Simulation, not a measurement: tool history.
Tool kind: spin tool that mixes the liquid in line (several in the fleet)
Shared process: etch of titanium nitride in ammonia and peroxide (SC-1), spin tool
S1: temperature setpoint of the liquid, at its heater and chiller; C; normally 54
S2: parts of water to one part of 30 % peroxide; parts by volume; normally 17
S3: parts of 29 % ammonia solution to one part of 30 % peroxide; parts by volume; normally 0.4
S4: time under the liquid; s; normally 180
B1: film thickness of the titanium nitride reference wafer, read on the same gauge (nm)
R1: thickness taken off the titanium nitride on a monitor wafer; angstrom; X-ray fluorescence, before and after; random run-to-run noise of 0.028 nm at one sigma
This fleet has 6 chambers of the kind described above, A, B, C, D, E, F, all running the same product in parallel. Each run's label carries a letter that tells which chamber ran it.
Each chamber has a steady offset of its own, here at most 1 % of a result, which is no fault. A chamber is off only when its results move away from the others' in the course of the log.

Run 1C, day 0.162: usual settings; B1 40.003. Result: R1 64.683 angstrom.
Run 2E, day 0.342: usual settings; B1 40.011. Result: R1 65.324 angstrom.
Run 3B, day 0.458: usual settings; B1 39.995. Result: R1 66.009 angstrom.
Run 4D, day 0.596: usual settings; B1 39.997. Result: R1 65.345 angstrom.
Run 5A, day 0.758: usual settings; B1 39.996. Result: R1 65.545 angstrom.
Run 6F, day 0.9: usual settings but S2 23.5 parts by volume, S3 0.25 parts by volume; B1 40.011. Result: R1 49.201 angstrom.
Run 7F, day 1.004: usual settings but S2 23.5 parts by volume, S3 0.25 parts by volume; B1 40.002. Result: R1 49.177 angstrom.
Run 8B, day 1.179: usual settings but S2 23.5 parts by volume, S3 0.25 parts by volume; B1 40.006. Result: R1 49.35 angstrom.
Run 9C, day 1.296: usual settings but S2 23.5 parts by volume, S3 0.25 parts by volume; B1 40.01. Result: R1 49.168 angstrom.
Run 10D, day 1.404: usual settings but S2 23.5 parts by volume, S3 0.25 parts by volume; B1 40.002. Result: R1 50.243 angstrom.
Run 11E, day 1.542: usual settings but S2 23.5 parts by volume, S3 0.25 parts by volume; B1 40.003. Result: R1 49.838 angstrom.
Run 12A, day 1.683: usual settings; B1 40.006. Result: R1 65.645 angstrom.
At day 1.721: chamber D: new drum of ammonia solution connected.
Run 13F, day 1.825: usual settings; B1 40.019. Result: R1 64.603 angstrom.
Run 14C, day 1.996: usual settings; B1 40.006. Result: R1 64.77 angstrom.
Run 15E, day 2.162: usual settings; B1 39.987. Result: R1 64.77 angstrom.
Run 16B, day 2.329: usual settings; B1 40.006. Result: R1 65.092 angstrom.
Run 17A, day 2.442: usual settings but S2 11 parts by volume; B1 39.982. Result: R1 83.349 angstrom.
Run 18D, day 2.608: usual settings but S2 11 parts by volume; B1 39.996. Result: R1 83.222 angstrom.
Run 19D, day 2.746: usual settings but S2 11 parts by volume; B1 40.006. Result: R1 83.313 angstrom.
Run 20E, day 2.871: usual settings but S2 11 parts by volume; B1 40.001. Result: R1 81.802 angstrom.
Run 21B, day 3.008: usual settings but S2 11 parts by volume; B1 40.014. Result: R1 82.308 angstrom.
Run 22F, day 3.188: usual settings but S2 11 parts by volume; B1 40.011. Result: R1 82.555 angstrom.
Run 23A, day 3.329: usual settings; B1 39.976. Result: R1 65.436 angstrom.
Run 24C, day 3.504: usual settings; B1 40.016. Result: R1 64.452 angstrom.
At day 3.538: chamber C: thermometer replaced.
Run 25F, day 3.6: usual settings; B1 40.022. Result: R1 64.832 angstrom.
Run 26C, day 3.754: usual settings; B1 40.025. Result: R1 64.967 angstrom.
Run 27B, day 3.896: usual settings; B1 40.005. Result: R1 64.542 angstrom.
Run 28E, day 4.021: usual settings; B1 40.017. Result: R1 65.444 angstrom.
Run 29A, day 4.192: usual settings; B1 40.01. Result: R1 65.773 angstrom.
Run 30D, day 4.329: usual settings; B1 40.012. Result: R1 65.985 angstrom.
At day 4.483: chamber C: ammonia flow meter replaced.
Run 31C, day 4.483: usual settings; B1 40.01. Result: R1 64.652 angstrom.
Run 32B, day 4.646: usual settings but S4 90 s; B1 40.023. Result: R1 32.105 angstrom.
Run 33E, day 4.812: usual settings but S4 90 s; B1 40.014. Result: R1 32.412 angstrom.
Run 34D, day 4.9: usual settings but S4 90 s; B1 40.008. Result: R1 32.885 angstrom.
Run 35F, day 5.058: usual settings but S4 90 s; B1 40.018. Result: R1 32.429 angstrom.
Run 36A, day 5.25: usual settings but S4 90 s; B1 40.014. Result: R1 32.946 angstrom.
Run 37A, day 5.367: usual settings but S4 90 s; B1 40.022. Result: R1 32.862 angstrom.
Run 38F, day 5.542: usual settings; B1 39.986. Result: R1 64.735 angstrom.
Run 39B, day 5.733: usual settings but S1 50 C; B1 39.986. Result: R1 48.281 angstrom.
Run 40E, day 5.904: usual settings but S1 50 C; B1 39.993. Result: R1 49.425 angstrom.
Run 41C, day 6.083: usual settings but S1 50 C; B1 40.008. Result: R1 48.88 angstrom.

Does one chamber stand apart from the rest, does the shared gauge drift, or is all well apart from small per-chamber offsets? Give the chamber and the most likely cause, where there is one.

Little by little, chamber B moves away from the other chambers.
Most likely cause: liquid colder than its thermometer reads (K) = 0.52.
The log may not separate it from: temperature lost on the way to the wafer (K).

Here are 4 candidates for chamber B's next run, each the usual settings with a change, their results left as question marks. Which one brings its results back in line with what the others give on the usual settings?
In-line tolerance around the mean of the other chambers on the usual settings: R1 0.98 angstrom
Run 42B-1, day 6.217: usual settings but S1 54.5 C, S4 185 s. Result: R1 ?.
Run 42B-2, day 6.217: usual settings but S1 53.5 C, S4 175 s. Result: R1 ?.
Run 42B-3, day 6.217: usual settings but S1 54.5 C. Result: R1 ?.
Run 42B-4, day 6.217: usual settings but S2 18 parts by volume. Result: R1 ?.

What the other chambers average on the usual settings: R1 65.119 angstrom
  run      R1
42B-1  67.246
42B-2  59.417
42B-3  65.428
42B-4  61.244
42B-3 is the one that brings the chamber's results back in line with the other chambers.

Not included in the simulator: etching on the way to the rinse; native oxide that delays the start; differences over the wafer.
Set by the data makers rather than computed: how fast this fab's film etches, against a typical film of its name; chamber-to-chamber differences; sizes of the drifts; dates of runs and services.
